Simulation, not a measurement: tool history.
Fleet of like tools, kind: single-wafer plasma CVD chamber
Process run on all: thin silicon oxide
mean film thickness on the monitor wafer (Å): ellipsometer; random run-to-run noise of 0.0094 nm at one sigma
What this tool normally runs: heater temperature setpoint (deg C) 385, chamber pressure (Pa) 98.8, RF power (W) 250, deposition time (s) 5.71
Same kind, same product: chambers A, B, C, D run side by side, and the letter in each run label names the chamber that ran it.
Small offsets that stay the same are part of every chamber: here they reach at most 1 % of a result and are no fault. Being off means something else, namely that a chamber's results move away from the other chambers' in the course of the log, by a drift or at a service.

run     day  heater temperature setpoint (deg C)  chamber pressure (Pa)  RF power (W)  deposition time (s)  hours since the last thermocouple change  hours since the last RF generator calibration  hours since the last manometer calibration  read-back reference wafer on the same gauge, thickness_nm  mean film thickness on the monitor wafer (Å)
      0.467  -- chamber D: thermocouple changed; heater temperature recalibrated
 1D   0.596                                  385                   98.8           250                 5.71                                       3.1                                           45.8                                      1411.8                                                     8.2906                                         91.41
 2C   1.133                                  385                   98.8           250                 5.71                                     680.4                                          574.5                                      2464.8                                                     8.2939                                        91.155
      1.458  -- chamber C: capacitance manometer re-zeroed and calibrated
 3A   1.479                                  385                   98.8           250                 5.71                                    1913.6                                            632                                       574.9                                                     8.2925                                        90.391
 4B   2.083                                  385                   98.8           250                 5.71                                     592.9                                          600.7                                      1086.2                                                     8.2972                                        90.481
 5C   2.696                                  385                   98.8           250                 5.71                                     717.9                                            612                                        29.8                                                     8.2983                                        91.088
 6B   3.008                                  385                   98.8           250                 5.71                                     615.1                                          622.9                                      1108.4                                                     8.2988                                         90.59
 7A   3.412                                  385                   98.8           250                 5.71                                      1960                                          678.4                                       621.3                                                     8.2977                                        90.297
 8D   3.896                                  379                   98.8           250                 5.71                                      82.3                                            125                                        1491                                                     8.2991                                        91.823
 9A   4.362                                  379                   98.8           250                 5.71                                    1982.8                                          701.2                                       644.1                                                     8.3025                                        90.913
10C    4.65                                  379                   98.8           250                 5.71                                     764.8                                          658.9                                        76.7                                                     8.3028                                        91.601
11B    4.95                                  379                   98.8           250                 5.71                                     661.7                                          669.5                                        1155                                                     8.3028                                         91.08
12D   5.525                                  385                   98.8           250                 5.71                                     121.4                                          164.1                                      1530.1                                                     8.3046                                        91.404
13A   6.092                                  385                   98.8           205                 5.71                                    2024.3                                          742.7                                       685.6                                                     8.3049                                        82.727
14D   6.658                                  385                   98.8           205                 5.71                                     148.6                                          191.3                                      1557.3                                                     8.3075                                        83.201
15C   7.033                                  385                   98.8           205                 5.71                                       822                                          716.1                                       133.9                                                     8.3121                                        83.231
16B   7.504                                  385                   98.8           205                 5.71                                       723                                          730.8                                      1216.3                                                     8.3112                                         82.81
17B   7.804                                  385                   98.8           250                 5.71                                     730.2                                            738                                      1223.5                                                     8.3116                                        90.638
18A   8.346                                  385                   98.8           250                 5.71                                    2078.4                                          796.8                                       739.7                                                     8.3115                                         90.49
19C     8.9                                  385                   98.8           250                 5.71                                     866.8                                          760.9                                       178.7                                                     8.3139                                        91.465
20D   9.171                                  385                   98.8           250                 5.71                                     208.9                                          251.6                                      1617.6                                                     8.3129                                          91.5
21C   9.542                                  398                   98.8           250                 6.45                                     882.2                                          776.3                                       194.1                                                      8.317                                        102.27
22B  10.058                                  398                   98.8           250                 6.45                                     784.3                                          792.1                                      1277.6                                                     8.3178                                        101.54
23A  10.404                                  398                   98.8           250                 6.45                                    2127.8                                          846.2                                       789.1                                                      8.318                                        101.66
24D  10.704                                  398                   98.8           250                 6.45                                     245.7                                          288.4                                      1654.4                                                     8.3178                                         102.5
25D  11.079                                  385                   98.8           250                 5.71                                     254.7                                          297.4                                      1663.4                                                     8.3201                                        91.761
26B  11.429                                  385                   98.8           250                 5.71                                     817.2                                            825                                      1310.5                                                     8.3191                                        90.944
27A  11.792                                  385                   98.8           250                 5.71                                    2161.1                                          879.5                                       822.4                                                     8.3211                                        90.717
28C  12.288                                  385                   98.8           250                 5.71                                     948.1                                          842.2                                         260                                                     8.3216                                        91.284
29B  12.746                                  385                   98.8           250                 5.71                                     848.8                                          856.6                                      1342.1                                                     8.3222                                        91.061
30D  13.171                                  385                   98.8           250                 5.71                                     304.9                                          347.6                                      1713.6                                                     8.3231                                        91.617

Is one chamber off against the others, does the gauge drift, or is nothing wrong? If a chamber is off, say which, and what the likeliest cause is.

The gauge drifts, so all chambers seem to drift together. No chamber is off.
Likeliest cause: gauge reads high (%) = 0.426.
